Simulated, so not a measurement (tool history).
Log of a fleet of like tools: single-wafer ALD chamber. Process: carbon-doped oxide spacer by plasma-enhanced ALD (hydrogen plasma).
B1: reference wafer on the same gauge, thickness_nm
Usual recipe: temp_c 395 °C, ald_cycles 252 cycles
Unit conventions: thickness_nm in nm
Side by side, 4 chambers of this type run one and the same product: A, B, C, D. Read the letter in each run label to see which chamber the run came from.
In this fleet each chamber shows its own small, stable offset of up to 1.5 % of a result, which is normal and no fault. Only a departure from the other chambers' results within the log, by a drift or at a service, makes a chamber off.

{"run": "1D", "hour": 4.3, "temp_c": 395, "ald_cycles": 252, "B1": 14.799, "thickness_nm": 12.586}
{"run": "2A", "hour": 9.9, "temp_c": 395, "ald_cycles": 252, "B1": 14.799, "thickness_nm": 12.716}
{"run": "3B", "hour": 13.6, "temp_c": 395, "ald_cycles": 252, "B1": 14.805, "thickness_nm": 12.628}
{"run": "4C", "hour": 16.9, "temp_c": 395, "ald_cycles": 252, "B1": 14.792, "thickness_nm": 12.595}
{"run": "5B", "hour": 20.8, "temp_c": 395, "ald_cycles": 252, "B1": 14.801, "thickness_nm": 12.697}
{"run": "6A", "hour": 24.7, "temp_c": 395, "ald_cycles": 252, "B1": 14.8, "thickness_nm": 12.742}
{"run": "7C", "hour": 28.0, "temp_c": 395, "ald_cycles": 252, "B1": 14.804, "thickness_nm": 12.626}
{"run": "8D", "hour": 33.6, "temp_c": 382, "ald_cycles": 294, "B1": 14.797, "thickness_nm": 14.727}
{"run": "9B", "hour": 39.4, "temp_c": 382, "ald_cycles": 294, "B1": 14.801, "thickness_nm": 14.743}
{"run": "10D", "hour": 45.7, "temp_c": 382, "ald_cycles": 294, "B1": 14.799, "thickness_nm": 14.856}
{"run": "11A", "hour": 52.1, "temp_c": 382, "ald_cycles": 294, "B1": 14.801, "thickness_nm": 14.846}
{"run": "12C", "hour": 57.5, "temp_c": 402, "ald_cycles": 252, "B1": 14.793, "thickness_nm": 12.517}
{"run": "13A", "hour": 62.3, "temp_c": 402, "ald_cycles": 252, "B1": 14.792, "thickness_nm": 12.645}
{"run": "14D", "hour": 68.0, "temp_c": 402, "ald_cycles": 252, "B1": 14.791, "thickness_nm": 12.384}
{"run": "15B", "hour": 72.8, "temp_c": 402, "ald_cycles": 252, "B1": 14.801, "thickness_nm": 12.606}
{"run": "16C", "hour": 78.6, "temp_c": 395, "ald_cycles": 252, "B1": 14.791, "thickness_nm": 12.697}
{"run": "17B", "hour": 82.3, "temp_c": 395, "ald_cycles": 252, "B1": 14.798, "thickness_nm": 12.589}
{"run": "18D", "hour": 86.1, "temp_c": 395, "ald_cycles": 252, "B1": 14.816, "thickness_nm": 12.606}
{"run": "19C", "hour": 90.6, "temp_c": 389, "ald_cycles": 216, "B1": 14.807, "thickness_nm": 10.841}
{"run": "20A", "hour": 96.2, "temp_c": 389, "ald_cycles": 216, "B1": 14.803, "thickness_nm": 10.924}
{"run": "21D", "hour": 99.4, "temp_c": 389, "ald_cycles": 216, "B1": 14.801, "thickness_nm": 10.828}
{"run": "22B", "hour": 103.5, "temp_c": 389, "ald_cycles": 216, "B1": 14.796, "thickness_nm": 10.827}
{"run": "23A", "hour": 107.3, "temp_c": 395, "ald_cycles": 252, "B1": 14.795, "thickness_nm": 12.732}
{"hour": 111.4, "done": "chamber A: thermocouple changed; heater temperature recalibrated"}
{"run": "24C", "hour": 112.8, "temp_c": 395, "ald_cycles": 224, "B1": 14.793, "thickness_nm": 11.213}
{"run": "25D", "hour": 117.5, "temp_c": 395, "ald_cycles": 224, "B1": 14.79, "thickness_nm": 11.161}
{"run": "26B", "hour": 123.9, "temp_c": 395, "ald_cycles": 224, "B1": 14.8, "thickness_nm": 11.229}
{"run": "27A", "hour": 128.8, "temp_c": 395, "ald_cycles": 224, "B1": 14.803, "thickness_nm": 11.318}
{"run": "28C", "hour": 132.3, "temp_c": 395, "ald_cycles": 252, "B1": 14.787, "thickness_nm": 12.692}
{"run": "29A", "hour": 137.0, "temp_c": 395, "ald_cycles": 252, "B1": 14.807, "thickness_nm": 12.737}
{"run": "30B", "hour": 141.6, "temp_c": 395, "ald_cycles": 252, "B1": 14.801, "thickness_nm": 12.655}
{"run": "31D", "hour": 145.1, "temp_c": 395, "ald_cycles": 252, "B1": 14.799, "thickness_nm": 12.68}
{"run": "32C", "hour": 148.3, "temp_c": 391, "ald_cycles": 212, "B1": 14.802, "thickness_nm": 10.633}
{"run": "33A", "hour": 153.6, "temp_c": 391, "ald_cycles": 212, "B1": 14.798, "thickness_nm": 10.689}
{"run": "34C", "hour": 158.5, "temp_c": 391, "ald_cycles": 212, "B1": 14.793, "thickness_nm": 10.712}
{"run": "35B", "hour": 161.4, "temp_c": 391, "ald_cycles": 212, "B1": 14.805, "thickness_nm": 10.604}
{"run": "36D", "hour": 166.2, "temp_c": 403, "ald_cycles": 252, "B1": 14.809, "thickness_nm": 12.326}
{"run": "37C", "hour": 169.7, "temp_c": 403, "ald_cycles": 252, "B1": 14.79, "thickness_nm": 12.335}
{"run": "38D", "hour": 172.8, "temp_c": 403, "ald_cycles": 252, "B1": 14.798, "thickness_nm": 12.337}
{"run": "39A", "hour": 175.9, "temp_c": 403, "ald_cycles": 252, "B1": 14.81, "thickness_nm": 12.682}
{"run": "40B", "hour": 182.3, "temp_c": 395, "ald_cycles": 252, "B1": 14.799, "thickness_nm": 12.74}
{"run": "41A", "hour": 188.3, "temp_c": 395, "ald_cycles": 252, "B1": 14.799, "thickness_nm": 12.745}

Read the log: is a single chamber off, either drifting away or since a service, is the gauge that measures every chamber drifting, or is nothing wrong beyond small per-chamber offsets? Name any odd chamber and what most likely caused it.

No chamber is off and the gauge is stable; the differences are just each chamber's small, constant offset.
